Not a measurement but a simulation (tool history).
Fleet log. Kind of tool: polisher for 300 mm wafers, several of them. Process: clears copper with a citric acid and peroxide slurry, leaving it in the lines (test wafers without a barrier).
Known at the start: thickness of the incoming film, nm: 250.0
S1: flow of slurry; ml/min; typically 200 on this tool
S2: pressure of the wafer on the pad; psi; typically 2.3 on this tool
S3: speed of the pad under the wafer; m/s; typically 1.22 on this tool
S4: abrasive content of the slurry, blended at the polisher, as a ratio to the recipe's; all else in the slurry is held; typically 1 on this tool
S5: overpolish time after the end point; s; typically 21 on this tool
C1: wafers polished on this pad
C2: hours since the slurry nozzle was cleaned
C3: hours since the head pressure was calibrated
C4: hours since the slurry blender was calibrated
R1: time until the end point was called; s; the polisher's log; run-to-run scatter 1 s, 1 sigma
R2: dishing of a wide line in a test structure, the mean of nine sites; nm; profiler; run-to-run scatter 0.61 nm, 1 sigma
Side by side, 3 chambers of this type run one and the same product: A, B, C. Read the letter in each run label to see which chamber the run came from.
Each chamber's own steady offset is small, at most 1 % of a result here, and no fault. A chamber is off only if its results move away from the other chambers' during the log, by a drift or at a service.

| run | hour | S1 | S2 | S3 | S4 | S5 | C1 | C2 | C3 | C4 | R1 | R2 |
|---|---|---|---|---|---|---|---|---|---|---|---|---|
| 1A | 6.2 | 200 | 2.3 | 1.22 | 1 | 21 | 160 | 296.3 | 1026.5 | 53.9 | 102.1 | 33.916 |
| 2B | 15 | 200 | 2.3 | 1.22 | 1 | 21 | 1135 | 144.2 | 759.2 | 50.8 | 101.5 | 34.407 |
| 3C | 20.7 | 200 | 2.3 | 1.22 | 1 | 21 | 949 | 171.4 | 230.5 | 58.5 | 102.75 | 34.4 |
|  | 28.3 | chamber A: slurry nozzle cleaned |
| 4C | 28.9 | 200 | 2.3 | 1.22 | 1 | 21 | 1013 | 179.6 | 238.7 | 66.7 | 102.06 | 34.448 |
|  | 33.8 | chamber B: worn pad replaced by a new one |
| 5A | 36.7 | 200 | 2.3 | 1.22 | 1 | 21 | 398 | 8.4 | 1057 | 84.4 | 101.39 | 34.413 |
| 6B | 46.4 | 200 | 2.3 | 1.22 | 1 | 21 | 98 | 175.6 | 790.6 | 82.2 | 103.21 | 35.028 |
| 7B | 55.3 | 200 | 2.3 | 1.22 | 1 | 21 | 168 | 184.5 | 799.5 | 91.1 | 101.84 | 34.494 |
| 8A | 65.6 | 140 | 2.3 | 1.22 | 1 | 34 | 624 | 37.3 | 1085.9 | 113.3 | 107.21 | 48.614 |
|  | 66.2 | chamber C: worn pad replaced by a new one |
| 9C | 73.2 | 140 | 2.3 | 1.22 | 1 | 34 | 54 | 223.9 | 283 | 111 | 108.55 | 49.153 |
| 10B | 79.8 | 140 | 2.3 | 1.22 | 1 | 34 | 359 | 209 | 824 | 115.6 | 109.85 | 47.912 |
| 11A | 90 | 200 | 2.3 | 1.22 | 1 | 21 | 814 | 61.7 | 1110.3 | 137.7 | 100.72 | 34.325 |
| 12C | 100.2 | 200 | 2.3 | 1.22 | 1 | 21 | 265 | 250.9 | 310 | 138 | 101.81 | 34.39 |
|  | 102.4 | chamber C: slurry blender recalibrated |
|  | 105.3 | chamber C: head pressure recalibrated |
| 13C | 107.5 | 200 | 2.3 | 1.22 | 1 | 21 | 322 | 258.2 | 2.2 | 5.2 | 101.06 | 34.924 |
| 14B | 117 | 200 | 2.3 | 1.22 | 1 | 21 | 649 | 246.2 | 861.2 | 152.8 | 102.36 | 34.721 |
| 15A | 121.8 | 200 | 2.3 | 1.22 | 1 | 21 | 1062 | 93.5 | 1142.1 | 169.5 | 100.61 | 35.39 |
| 16C | 129.7 | 200 | 2.3 | 1.34 | 0.85 | 21 | 495 | 280.4 | 24.4 | 27.4 | 95.374 | 37.147 |
| 17A | 136.8 | 200 | 2.3 | 1.34 | 0.85 | 21 | 1179 | 108.5 | 1157.1 | 184.5 | 96.291 | 36.858 |
|  | 137.6 | chamber A: worn pad replaced by a new one |
| 18B | 145.2 | 200 | 2.3 | 1.34 | 0.85 | 21 | 869 | 274.4 | 889.4 | 181 | 96.342 | 36.159 |
| 19C | 153.1 | 200 | 2.3 | 1.22 | 1 | 21 | 678 | 303.8 | 47.8 | 50.8 | 101.98 | 34.267 |
|  | 154.7 | chamber A: head pressure recalibrated |
| 20A | 162.3 | 200 | 2.3 | 1.22 | 1 | 21 | 192 | 134 | 7.7 | 210 | 111.5 | 31.254 |
| 21B | 167.7 | 200 | 2.3 | 1.22 | 1 | 21 | 1045 | 296.9 | 911.9 | 203.5 | 102.13 | 34.475 |
|  | 176.4 | chamber A: slurry blender recalibrated |
| 22C | 178.2 | 200 | 2.3 | 1.22 | 1 | 21 | 874 | 328.9 | 72.9 | 75.9 | 100.74 | 34.457 |
| 23A | 185.9 | 200 | 2.3 | 1.22 | 1 | 21 | 377 | 157.6 | 31.3 | 9.5 | 113.47 | 32.431 |
|  | 186.6 | chamber B: worn pad replaced by a new one |
| 24B | 193.4 | 200 | 2.3 | 1.22 | 1 | 21 | 53 | 322.6 | 937.6 | 229.2 | 102.14 | 34.413 |
| 25B | 199.6 | 140 | 2.3 | 1.22 | 1 | 21 | 101 | 328.8 | 943.8 | 235.4 | 108.8 | 33.525 |
| 26C | 206.3 | 140 | 2.3 | 1.22 | 1 | 21 | 1093 | 357 | 101 | 104 | 106.71 | 31.922 |
| 27A | 212.9 | 140 | 2.3 | 1.22 | 1 | 21 | 587 | 184.6 | 58.3 | 36.5 | 117.72 | 30.068 |
|  | 214.8 | chamber B: head pressure recalibrated |
| 28B | 218.2 | 200 | 2.3 | 1.22 | 1 | 21 | 246 | 347.4 | 3.4 | 254 | 103.26 | 33.935 |
| 29A | 228 | 200 | 2.3 | 1.22 | 1 | 21 | 705 | 199.7 | 73.4 | 51.6 | 110.06 | 31.823 |
|  | 229.3 | chamber C: slurry blender recalibrated |
| 30C | 234.8 | 200 | 2.3 | 1.22 | 1 | 21 | 1316 | 385.5 | 129.5 | 5.6 | 102.25 | 33.662 |
|  | 241.2 | chamber C: worn pad replaced by a new one |
| 31B | 244.1 | 200 | 2.3 | 1.22 | 1 | 21 | 448 | 373.3 | 29.3 | 279.9 | 102.16 | 34.316 |
| 32A | 253.2 | 200 | 2.3 | 1.22 | 1 | 21 | 902 | 224.9 | 98.6 | 76.8 | 112.02 | 31.72 |
| 33C | 259.6 | 200 | 2.3 | 1.22 | 1 | 21 | 144 | 410.3 | 154.3 | 30.4 | 101.26 | 33.587 |
| 34A | 264.7 | 200 | 2.3 | 1.22 | 1 | 21 | 992 | 236.4 | 110.1 | 88.3 | 112.3 | 31.642 |
| 35C | 273.1 | 200 | 2.3 | 1.02 | 1 | 21 | 249 | 423.8 | 167.8 | 43.9 | 121.75 | 28.731 |
| 36B | 282.9 | 200 | 2.3 | 1.02 | 1 | 21 | 751 | 412.1 | 68.1 | 318.7 | 120.48 | 29.757 |
| 37C | 289.4 | 200 | 2.3 | 1.02 | 1 | 21 | 376 | 440.1 | 184.1 | 60.2 | 121.3 | 30.032 |
| 38B | 299.6 | 200 | 2.3 | 1.22 | 1 | 21 | 882 | 428.8 | 84.8 | 335.4 | 103.23 | 33.798 |
|  | 300 | chamber A: worn pad replaced by a new one |
| 39A | 308.7 | 200 | 2.3 | 1.22 | 1 | 21 | 68 | 280.4 | 154.1 | 132.3 | 112.87 | 31.835 |

Has any chamber moved away from the others, gradually or after a service, or does the common gauge drift, or do the chambers differ only by their own small steady offsets? State the chamber and the most likely cause if one applies.

Chamber A has stood off from the others ever since a service on it.
Most likely cause: head's pressure below its setpoint, % = 9.38.

Which of the 4 candidates below, each the usual settings with something changed and its results left as question marks, puts chamber A back in line with what the other chambers give on the usual settings?
Allowed miss from the other chambers' usual-settings mean, per result, to count as in line: R1 3.6 s; R2 2.1 nm
| 40A-1 | 316.7 | 200 | 2.3 | 1.2 | 1 | 21 |  |  |  |  | ? | ? |
| 40A-2 | 316.7 | 200 | 2.4 | 1.28 | 1 | 21 |  |  |  |  | ? | ? |
| 40A-3 | 316.7 | 200 | 2.2 | 1.16 | 1 | 21 |  |  |  |  | ? | ? |
| 40A-4 | 316.7 | 200 | 2.3 | 1.24 | 1 | 21 |  |  |  |  | ? | ? |

Other chambers, usual settings, mean: R1 102.25 s; R2 34.416 nm
| run | R1 | R2 |
|---|---|---|
| 40A-1 | 114.04 | 31.038 |
| 40A-2 | 102.76 | 33.923 |
| 40A-3 | 123.01 | 29.047 |
| 40A-4 | 110.44 | 31.875 |
With 40A-2, the chamber falls back in line with the rest.
